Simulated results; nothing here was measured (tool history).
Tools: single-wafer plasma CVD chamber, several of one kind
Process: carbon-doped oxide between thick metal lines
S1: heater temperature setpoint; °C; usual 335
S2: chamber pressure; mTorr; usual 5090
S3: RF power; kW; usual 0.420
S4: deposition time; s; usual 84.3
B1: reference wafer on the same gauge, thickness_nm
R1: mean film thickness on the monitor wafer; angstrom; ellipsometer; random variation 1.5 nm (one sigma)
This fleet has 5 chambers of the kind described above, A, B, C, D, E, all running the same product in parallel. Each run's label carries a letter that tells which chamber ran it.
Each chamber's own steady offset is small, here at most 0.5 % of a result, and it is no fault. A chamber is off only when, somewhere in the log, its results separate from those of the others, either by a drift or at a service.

| run | hour | S1 | S2 | S3 | S4 | B1 | R1 |
|---|---|---|---|---|---|---|---|
| 1B | 6.3 | 335 | 5090 | 0.420 | 84.3 | 436.91 | 3924.9 |
| 2E | 15.8 | 335 | 5090 | 0.420 | 84.3 | 436.92 | 3957.7 |
| 3A | 25.6 | 335 | 5090 | 0.420 | 84.3 | 437.26 | 3957.5 |
| 4C | 31.6 | 335 | 5090 | 0.420 | 84.3 | 436.98 | 3978.1 |
| 5D | 41.4 | 335 | 5090 | 0.420 | 84.3 | 437.05 | 3928.9 |
|  | 45.1 | chamber A: RF generator calibrated |
| 6B | 52.9 | 335 | 5090 | 0.420 | 84.3 | 437.33 | 3954.3 |
| 7D | 58.4 | 335 | 5090 | 0.420 | 84.3 | 436.99 | 3928.7 |
| 8C | 68.7 | 335 | 5090 | 0.420 | 84.3 | 437.07 | 3954.1 |
| 9E | 80.9 | 335 | 5090 | 0.420 | 84.3 | 437.16 | 3961.4 |
| 10A | 86.7 | 335 | 5090 | 0.420 | 84.3 | 436.68 | 3964.2 |
| 11B | 95.6 | 335 | 4720 | 0.475 | 84.3 | 436.70 | 4247.4 |
| 12D | 101.3 | 335 | 4720 | 0.475 | 84.3 | 437.43 | 4232.4 |
| 13E | 110.3 | 335 | 4720 | 0.475 | 84.3 | 437.27 | 4230.6 |
| 14C | 120.3 | 335 | 4720 | 0.475 | 84.3 | 436.85 | 4240.0 |
| 15A | 128.8 | 335 | 4720 | 0.475 | 84.3 | 436.81 | 4265.4 |
| 16C | 139.7 | 335 | 5090 | 0.420 | 84.3 | 436.85 | 3958.4 |
| 17D | 150.5 | 335 | 5090 | 0.420 | 84.3 | 436.72 | 3943.8 |
| 18A | 156.0 | 325 | 5090 | 0.420 | 84.3 | 436.81 | 4105.1 |
| 19B | 168.2 | 325 | 5090 | 0.420 | 84.3 | 436.76 | 4071.4 |
| 20E | 179.5 | 325 | 5090 | 0.420 | 84.3 | 436.99 | 4075.4 |
| 21D | 186.5 | 325 | 5090 | 0.420 | 84.3 | 436.87 | 4103.2 |
| 22E | 193.5 | 325 | 5090 | 0.420 | 84.3 | 437.18 | 4075.2 |
| 23A | 203.5 | 335 | 5090 | 0.420 | 84.3 | 437.12 | 3940.6 |
|  | 210.7 | chamber E: capacitance manometer re-zeroed and calibrated |
| 24B | 215.3 | 335 | 5090 | 0.420 | 84.3 | 437.11 | 3929.9 |
| 25C | 225.7 | 335 | 5090 | 0.420 | 84.3 | 437.26 | 3960.0 |
|  | 230.8 | chamber D: RF generator calibrated |
| 26D | 232.9 | 335 | 5090 | 0.420 | 84.3 | 437.14 | 3948.3 |
| 27C | 239.1 | 347 | 5090 | 0.490 | 84.3 | 437.17 | 4227.5 |
| 28E | 248.2 | 347 | 5090 | 0.490 | 84.3 | 437.12 | 4185.9 |
| 29A | 255.3 | 347 | 5090 | 0.490 | 84.3 | 436.74 | 4255.3 |
|  | 258.3 | chamber B: thermocouple changed; heater temperature recalibrated |
| 30B | 266.0 | 347 | 5090 | 0.490 | 84.3 | 436.81 | 4217.7 |
| 31E | 273.7 | 347 | 5090 | 0.490 | 84.3 | 436.75 | 4219.4 |
| 32A | 279.5 | 335 | 5090 | 0.420 | 84.3 | 436.69 | 3923.9 |
| 33B | 289.9 | 335 | 5090 | 0.420 | 84.3 | 436.81 | 3945.4 |
| 34C | 300.2 | 335 | 5090 | 0.380 | 98.8 | 436.80 | 4335.2 |
| 35D | 311.1 | 335 | 5090 | 0.380 | 98.8 | 437.37 | 4294.4 |
| 36E | 316.8 | 335 | 5090 | 0.380 | 98.8 | 437.24 | 4304.4 |
| 37C | 325.1 | 335 | 5090 | 0.380 | 98.8 | 436.74 | 4309.6 |
| 38A | 331.4 | 335 | 5090 | 0.380 | 98.8 | 436.93 | 4299.9 |
| 39D | 339.2 | 335 | 5510 | 0.420 | 76.9 | 436.72 | 3650.8 |
| 40B | 347.5 | 335 | 5510 | 0.420 | 76.9 | 437.19 | 3644.3 |
| 41D | 357.4 | 335 | 5510 | 0.420 | 76.9 | 436.80 | 3656.2 |
| 42C | 366.2 | 335 | 5510 | 0.420 | 76.9 | 437.14 | 3657.8 |
| 43A | 372.0 | 335 | 5510 | 0.420 | 76.9 | 436.72 | 3640.5 |

Next, every chamber runs the same settings. What will each give?
| 44A | 380.7 | 335 | 5730 | 0.420 | 84.3 |  | ? |
| 44B | 380.7 | 335 | 5730 | 0.420 | 84.3 |  | ? |
| 44C | 380.7 | 335 | 5730 | 0.420 | 84.3 |  | ? |
| 44D | 380.7 | 335 | 5730 | 0.420 | 84.3 |  | ? |
| 44E | 380.7 | 335 | 5730 | 0.420 | 84.3 |  | ? |

| run | R1 |
|---|---|
| 44A | 4020.2 |
| 44B | 4010.6 |
| 44C | 4044.5 |
| 44D | 3980.4 |
| 44E | 4003.9 |
